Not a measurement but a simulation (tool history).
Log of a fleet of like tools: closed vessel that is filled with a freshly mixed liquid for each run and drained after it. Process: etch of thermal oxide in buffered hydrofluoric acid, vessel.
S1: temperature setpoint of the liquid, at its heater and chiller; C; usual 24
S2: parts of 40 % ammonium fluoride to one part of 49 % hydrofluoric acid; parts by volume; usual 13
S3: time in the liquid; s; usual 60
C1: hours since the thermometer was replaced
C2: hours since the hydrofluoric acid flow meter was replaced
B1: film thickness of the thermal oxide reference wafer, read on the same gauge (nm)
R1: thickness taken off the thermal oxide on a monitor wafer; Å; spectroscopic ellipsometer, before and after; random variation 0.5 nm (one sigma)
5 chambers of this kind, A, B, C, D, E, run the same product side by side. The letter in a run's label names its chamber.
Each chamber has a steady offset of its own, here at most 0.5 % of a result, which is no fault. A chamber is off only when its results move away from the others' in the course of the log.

| run | hour | S1 | S2 | S3 | C1 | C2 | B1 | R1 |
|---|---|---|---|---|---|---|---|---|
| 1A | 12.2 | 24 | 13 | 60 | 28.1 | 102.2 | 130.01 | 541.30 |
| 2B | 25.6 | 24 | 13 | 60 | 556.8 | 493.5 | 130.00 | 534.02 |
| 3E | 34.3 | 24 | 13 | 60 | 389.0 | 211.2 | 129.99 | 525.30 |
| 4C | 45.2 | 24 | 13 | 60 | 1269.6 | 131.7 | 130.00 | 531.58 |
| 5D | 58.7 | 24 | 13 | 60 | 739.5 | 804.0 | 129.98 | 534.26 |
| 6B | 68.7 | 24 | 13 | 60 | 599.9 | 536.6 | 129.99 | 529.61 |
| 7E | 78.1 | 24 | 13 | 60 | 432.8 | 255.0 | 129.98 | 536.09 |
| 8C | 87.8 | 24 | 13 | 60 | 1312.2 | 174.3 | 129.98 | 536.53 |
| 9D | 101.3 | 24 | 13 | 60 | 782.1 | 846.6 | 129.99 | 525.72 |
| 10A | 116.1 | 24 | 13 | 60 | 132.0 | 206.1 | 130.00 | 540.51 |
| 11A | 126.5 | 24 | 13 | 60 | 142.4 | 216.5 | 130.04 | 534.26 |
| 12C | 140.9 | 24 | 13 | 60 | 1365.3 | 227.4 | 130.01 | 536.87 |
| 13E | 155.0 | 24 | 13 | 60 | 509.7 | 331.9 | 130.00 | 538.47 |
| 14B | 165.7 | 24 | 13 | 60 | 696.9 | 633.6 | 130.00 | 530.89 |
| 15D | 179.6 | 24 | 13 | 60 | 860.4 | 924.9 | 130.02 | 525.14 |
| 16E | 193.3 | 24 | 13 | 60 | 548.0 | 370.2 | 129.98 | 540.98 |
| 17A | 209.3 | 24 | 13 | 60 | 225.2 | 299.3 | 130.01 | 525.18 |
| 18C | 220.8 | 24 | 13 | 60 | 1445.2 | 307.3 | 130.02 | 533.96 |
| 19B | 228.3 | 24 | 13 | 60 | 759.5 | 696.2 | 130.03 | 540.20 |
| 20D | 235.9 | 20 | 13 | 60 | 916.7 | 981.2 | 130.03 | 421.58 |
| 21D | 251.9 | 20 | 13 | 60 | 932.7 | 997.2 | 130.01 | 426.57 |
| 22E | 265.2 | 20 | 13 | 60 | 619.9 | 442.1 | 130.00 | 445.56 |
| 23A | 274.3 | 20 | 13 | 60 | 290.2 | 364.3 | 129.99 | 421.52 |
| 24C | 288.6 | 20 | 13 | 60 | 1513.0 | 375.1 | 129.99 | 427.66 |
| 25B | 302.8 | 24 | 13 | 60 | 834.0 | 770.7 | 130.00 | 535.07 |
| 26D | 310.4 | 24 | 13 | 60 | 991.2 | 1055.7 | 130.01 | 530.77 |
| 27B | 326.1 | 24 | 13 | 60 | 857.3 | 794.0 | 129.98 | 540.56 |
| 28A | 341.1 | 24 | 13 | 60 | 357.0 | 431.1 | 130.00 | 527.32 |
| 29C | 353.9 | 24 | 13 | 60 | 1578.3 | 440.4 | 130.01 | 531.18 |
| 30E | 367.1 | 24 | 13 | 60 | 721.8 | 544.0 | 129.99 | 562.83 |
| 31D | 377.8 | 24 | 13 | 60 | 1058.6 | 1123.1 | 129.97 | 534.97 |
| 32E | 391.7 | 24 | 13 | 60 | 746.4 | 568.6 | 129.98 | 558.58 |
| 33A | 401.4 | 24 | 13 | 60 | 417.3 | 491.4 | 130.02 | 520.14 |
| 34B | 414.1 | 24 | 13 | 60 | 945.3 | 882.0 | 129.97 | 526.80 |
| 35C | 422.8 | 24 | 13 | 60 | 1647.2 | 509.3 | 129.99 | 538.42 |
| 36D | 432.4 | 24 | 13 | 60 | 1113.2 | 1177.7 | 129.99 | 529.68 |

Is one chamber off against the others, does the gauge drift, or is nothing wrong? If a chamber is off, say which, and what the likeliest cause is.

Chamber E drifts away from the others.
Cause: liquid hotter than its thermometer reads (K) = 1.01.
The log may not tell that from: hydrofluoric acid flow above the setpoint (%).

Here are 4 candidates for chamber E's next run, each the usual settings with a change, their results left as question marks. Which one brings its results back in line with what the others give on the usual settings?
In line means no further than this from the other chambers' mean on the usual settings: R1 18.00 Å
| 37E-1 | 443.9 | 24 | 12.5 | 65 |  |  |  | ? |
| 37E-2 | 443.9 | 24 | 13.5 | 60 |  |  |  | ? |
| 37E-3 | 443.9 | 24 | 13.5 | 55 |  |  |  | ? |
| 37E-4 | 443.9 | 24 | 12.5 | 60 |  |  |  | ? |

The other chambers' mean on the usual settings: R1 532.66 Å
| run | R1 |
|---|---|
| 37E-1 | 631.15 |
| 37E-2 | 540.72 |
| 37E-3 | 495.66 |
| 37E-4 | 582.60 |
37E-2 brings the chamber back in line.
